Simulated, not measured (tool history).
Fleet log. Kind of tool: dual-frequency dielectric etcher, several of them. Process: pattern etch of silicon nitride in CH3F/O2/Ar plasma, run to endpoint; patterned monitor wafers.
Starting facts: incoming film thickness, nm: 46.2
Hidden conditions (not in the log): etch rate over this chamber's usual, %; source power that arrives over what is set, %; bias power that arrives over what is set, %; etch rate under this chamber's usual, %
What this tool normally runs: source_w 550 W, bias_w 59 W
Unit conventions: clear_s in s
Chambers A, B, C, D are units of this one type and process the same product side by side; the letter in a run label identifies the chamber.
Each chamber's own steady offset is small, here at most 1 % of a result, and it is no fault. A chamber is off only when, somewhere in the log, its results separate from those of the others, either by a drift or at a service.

run	hour	source_w	bias_w	hours since the last wet clean	hours since the last source power generator calibration	hours since the last bias power generator calibration	clear_s
1B	8.2	550	59	137.8	489.4	855.1	63.775
2C	16.5	550	59	449.3	2803	1567.2	63.091
3A	25.5	550	59	31.2	1290.8	3438.6	63.527
4D	31	550	59	488.8	4884	368.4	64.268
5B	35.7	550	59	165.3	516.9	882.6	63.566
6D	43.7	460	59	501.5	4896.7	381.1	68.454
7C	51.7	460	59	484.5	2838.2	1602.4	67.414
8A	60.2	460	59	65.9	1325.5	3473.3	67.457
9D	68.7	460	59	526.5	4921.7	406.1	68.892
# hour 77.4: chamber C: wet clean of the chamber
10B	77.4	550	59	207	558.6	924.3	62.182
11A	83.8	550	59	89.5	1349.1	3496.9	62.256
# hour 84.1: chamber D: wet clean of the chamber
12C	88.6	550	59	11.3	2875.1	1639.3	62.051
13B	95.4	550	59	225	576.6	942.3	62.819
14D	103.3	550	59	19.2	4956.3	440.7	63.279
15A	108.1	550	59	113.8	1373.4	3521.2	62.991
16C	114.8	550	59	37.5	2901.3	1665.5	62.085
17D	123.9	550	59	39.8	4976.9	461.3	63.62
18B	129.9	550	59	259.5	611.1	976.8	63.926
19A	138.3	550	59	144	1403.6	3551.4	62.656
20C	145.5	550	59	68.2	2932	1696.2	62.076
21C	153.7	550	59	76.4	2940.2	1704.4	63.099
22A	159.9	550	59	165.6	1425.2	3573	62.576
23D	164	550	59	79.9	5017	501.4	63.407
24B	169.4	550	59	299	650.6	1016.3	62.477
25A	175.9	550	59	181.6	1441.2	3589	62.743
26D	182.7	550	59	98.6	5035.7	520.1	63.33
27B	191.2	550	49	320.8	672.4	1038.1	66.967
28C	195.8	550	49	118.5	2982.3	1746.5	66.176
29B	202.1	550	49	331.7	683.3	1049	67.798
30D	210.1	550	49	126	5063.1	547.5	67.303
31C	218.7	550	59	141.4	3005.2	1769.4	62.299

Does one chamber stand apart from the rest, does the shared gauge drift, or is all well apart from small per-chamber offsets? Give the chamber and the most likely cause, where there is one.

The fleet is healthy, with each chamber sitting at its usual small offset and no drift in the gauge.
